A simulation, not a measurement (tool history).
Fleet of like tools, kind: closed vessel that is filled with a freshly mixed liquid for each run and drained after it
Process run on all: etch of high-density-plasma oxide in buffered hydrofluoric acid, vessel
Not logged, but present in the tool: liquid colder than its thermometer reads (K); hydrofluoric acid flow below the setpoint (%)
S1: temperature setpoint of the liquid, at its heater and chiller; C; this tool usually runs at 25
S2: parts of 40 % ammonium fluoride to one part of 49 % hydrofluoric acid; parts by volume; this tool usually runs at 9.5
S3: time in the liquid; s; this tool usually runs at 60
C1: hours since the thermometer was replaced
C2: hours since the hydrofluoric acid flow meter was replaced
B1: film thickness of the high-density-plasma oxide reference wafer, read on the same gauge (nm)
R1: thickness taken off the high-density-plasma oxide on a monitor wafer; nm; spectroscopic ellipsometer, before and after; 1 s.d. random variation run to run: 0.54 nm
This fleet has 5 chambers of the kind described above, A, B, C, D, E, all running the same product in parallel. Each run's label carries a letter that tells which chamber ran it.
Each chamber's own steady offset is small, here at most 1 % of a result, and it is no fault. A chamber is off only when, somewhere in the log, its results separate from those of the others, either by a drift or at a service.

run 1C hour=6.1 | S1=25 S2=9.5 S3=60 | C1=1635.4 C2=2019.9 | B1=110.04 | R1=96.819
run 2A hour=8.9 | S1=25 S2=9.5 S3=60 | C1=835.7 C2=380.6 | B1=110.01 | R1=97.382
run 3E hour=14.4 | S1=25 S2=9.5 S3=60 | C1=583.2 C2=119.1 | B1=110.01 | R1=97.701
run 4D hour=19.5 | S1=25 S2=9.5 S3=60 | C1=1327.4 C2=320.5 | B1=110.01 | R1=96.546
run 5B hour=25.1 | S1=25 S2=9.5 S3=60 | C1=674.8 C2=621.4 | B1=110.01 | R1=95.496
run 6E hour=31 | S1=27.5 S2=13.5 S3=60 | C1=599.8 C2=135.7 | B1=110.02 | R1=78.565
run 7B hour=34.5 | S1=27.5 S2=13.5 S3=60 | C1=684.2 C2=630.8 | B1=109.99 | R1=78.368
-- hour=34.9 chamber B: hydrofluoric acid flow meter replaced
run 8D hour=37.2 | S1=27.5 S2=13.5 S3=60 | C1=1345.1 C2=338.2 | B1=109.95 | R1=79.596
run 9A hour=40 | S1=27.5 S2=13.5 S3=60 | C1=866.8 C2=411.7 | B1=109.97 | R1=80.647
run 10C hour=45.6 | S1=27.5 S2=13.5 S3=60 | C1=1674.9 C2=2059.4 | B1=109.99 | R1=78.49
run 11A hour=50.5 | S1=25 S2=9.5 S3=60 | C1=877.3 C2=422.2 | B1=110.03 | R1=96.698
run 12C hour=55.3 | S1=20 S2=9.5 S3=60 | C1=1684.6 C2=2069.1 | B1=110.01 | R1=72.98
run 13E hour=59.6 | S1=20 S2=9.5 S3=60 | C1=628.4 C2=164.3 | B1=110.04 | R1=72.39
-- hour=62.9 chamber C: hydrofluoric acid flow meter replaced
run 14D hour=64.2 | S1=20 S2=9.5 S3=60 | C1=1372.1 C2=365.2 | B1=110 | R1=72.378
run 15B hour=70.3 | S1=20 S2=9.5 S3=60 | C1=720 C2=35.5 | B1=110.05 | R1=71.854
run 16A hour=75.8 | S1=20 S2=9.5 S3=60 | C1=902.6 C2=447.5 | B1=110.02 | R1=72.976
run 17D hour=78.7 | S1=25 S2=9.5 S3=60 | C1=1386.6 C2=379.7 | B1=110.02 | R1=95.97
run 18E hour=82.8 | S1=25 S2=9.5 S3=60 | C1=651.6 C2=187.5 | B1=110 | R1=97.765
run 19B hour=86.6 | S1=25 S2=9.5 S3=60 | C1=736.3 C2=51.8 | B1=110.02 | R1=94.625
run 20C hour=91.8 | S1=25 S2=9.5 S3=60 | C1=1721.1 C2=29 | B1=110.03 | R1=95.516
run 21D hour=97.6 | S1=25 S2=9.5 S3=60 | C1=1405.5 C2=398.6 | B1=109.97 | R1=96.091
run 22E hour=102.8 | S1=25 S2=9.5 S3=60 | C1=671.6 C2=207.5 | B1=109.96 | R1=96.089
run 23A hour=106.1 | S1=25 S2=9.5 S3=60 | C1=932.9 C2=477.8 | B1=109.99 | R1=96.792
run 24B hour=110.7 | S1=25 S2=9.5 S3=60 | C1=760.4 C2=75.9 | B1=109.99 | R1=95.174
run 25C hour=116.4 | S1=25 S2=9.5 S3=60 | C1=1745.7 C2=53.6 | B1=109.98 | R1=95.942
run 26B hour=121.5 | S1=28 S2=9.5 S3=60 | C1=771.2 C2=86.7 | B1=110.05 | R1=112.47
run 27C hour=125.8 | S1=28 S2=9.5 S3=60 | C1=1755.1 C2=63 | B1=110 | R1=112.14
run 28E hour=128.8 | S1=28 S2=9.5 S3=60 | C1=697.6 C2=233.5 | B1=110.01 | R1=113
run 29A hour=131.8 | S1=28 S2=9.5 S3=60 | C1=958.6 C2=503.5 | B1=109.96 | R1=114.91
run 30D hour=136.5 | S1=28 S2=9.5 S3=60 | C1=1444.4 C2=437.5 | B1=109.95 | R1=113.11
run 31E hour=140.1 | S1=25 S2=6 S3=60 | C1=708.9 C2=244.8 | B1=110 | R1=150.07
run 32C hour=142.8 | S1=25 S2=6 S3=60 | C1=1772.1 C2=80 | B1=110 | R1=149.16
run 33D hour=146.9 | S1=25 S2=6 S3=60 | C1=1454.8 C2=447.9 | B1=109.96 | R1=148.69
run 34A hour=152.6 | S1=25 S2=6 S3=60 | C1=979.4 C2=524.3 | B1=110.04 | R1=150.39

Is one chamber out of step, is the gauge drifting, or do the chambers differ by no more than their own small offsets? For an off chamber, give its letter and the likeliest cause.

The fleet is healthy, with each chamber sitting at its usual small offset and no drift in the gauge.
